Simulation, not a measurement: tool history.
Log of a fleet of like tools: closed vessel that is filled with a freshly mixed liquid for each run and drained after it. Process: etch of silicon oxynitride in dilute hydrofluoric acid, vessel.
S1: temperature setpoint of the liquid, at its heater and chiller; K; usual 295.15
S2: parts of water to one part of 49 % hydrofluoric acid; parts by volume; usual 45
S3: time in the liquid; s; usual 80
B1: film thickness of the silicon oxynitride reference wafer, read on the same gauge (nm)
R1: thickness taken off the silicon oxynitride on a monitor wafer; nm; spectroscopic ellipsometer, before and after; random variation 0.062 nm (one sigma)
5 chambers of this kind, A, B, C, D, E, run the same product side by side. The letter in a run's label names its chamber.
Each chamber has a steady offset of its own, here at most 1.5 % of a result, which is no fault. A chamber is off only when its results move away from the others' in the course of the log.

run,day,S1,S2,S3,B1,R1
# day 0.321: chamber C: hydrofluoric acid flow meter replaced
1C,0.396,295.15,45,80,69.995,6.7430
2E,0.675,295.15,45,80,69.994,6.8005
3D,1.162,295.15,45,80,69.995,6.7318
4B,1.546,295.15,45,80,69.986,6.7213
5A,1.921,295.15,45,80,69.984,6.6342
6C,2.200,295.15,45,80,70.018,6.8479
7B,2.546,295.15,45,80,70.000,6.8054
# day 2.704: chamber D: thermometer replaced
8E,3.088,295.15,45,80,69.987,6.6654
9A,3.558,295.15,45,35,70.001,2.9518
10D,3.892,295.15,45,35,69.992,2.9466
11A,4.225,295.15,45,35,69.981,2.9442
12E,4.700,295.15,45,35,70.024,2.9200
13B,5.158,295.15,45,35,70.003,2.9549
14D,5.496,295.15,45,80,70.007,6.6522
15C,6.004,297.15,45,65,70.004,6.0574
16E,6.354,297.15,45,65,69.987,5.9503
17D,6.688,297.15,45,65,69.997,5.9209
18B,7.100,297.15,45,65,69.987,6.1448
19C,7.600,297.15,45,65,69.989,6.0864
20A,8.108,295.15,45,80,69.992,6.7558
21A,8.642,295.15,45,80,70.015,6.7104
22E,9.167,295.15,45,80,70.014,6.5997
23C,9.504,295.15,45,80,69.990,6.7892
24B,10.042,295.15,45,80,69.999,6.7578
25D,10.579,295.15,45,80,70.024,6.6529
26B,11.108,295.15,45,80,69.985,6.8095
27C,11.508,295.15,45,80,70.000,6.7571
28E,11.900,295.15,45,80,70.001,6.6976
29A,12.217,291.65,45,55,70.009,3.8807
30D,12.488,291.65,45,55,69.992,3.8792
# day 12.596: chamber D: hydrofluoric acid flow meter replaced
31E,13.017,291.65,45,55,70.007,3.8451
32D,13.271,291.65,45,55,70.000,3.8702
33A,13.679,291.65,45,55,69.999,3.8405
34C,14.225,295.15,45,80,70.005,6.8246
35B,14.704,295.15,45,80,70.014,6.7803
36A,15.179,295.15,45,80,70.003,6.6604
37B,15.546,295.15,45,80,69.992,6.7391
38C,16.050,295.15,45,80,69.998,6.7519
39E,16.329,295.15,45,80,69.999,6.6777
40D,16.812,295.15,45,80,70.008,6.6694
41B,17.058,295.15,45,80,69.990,6.7862

Is one chamber off against the others, does the gauge drift, or is nothing wrong? If a chamber is off, say which, and what the likeliest cause is.

No chamber stands off beyond its own small offset, and the gauge holds steady.
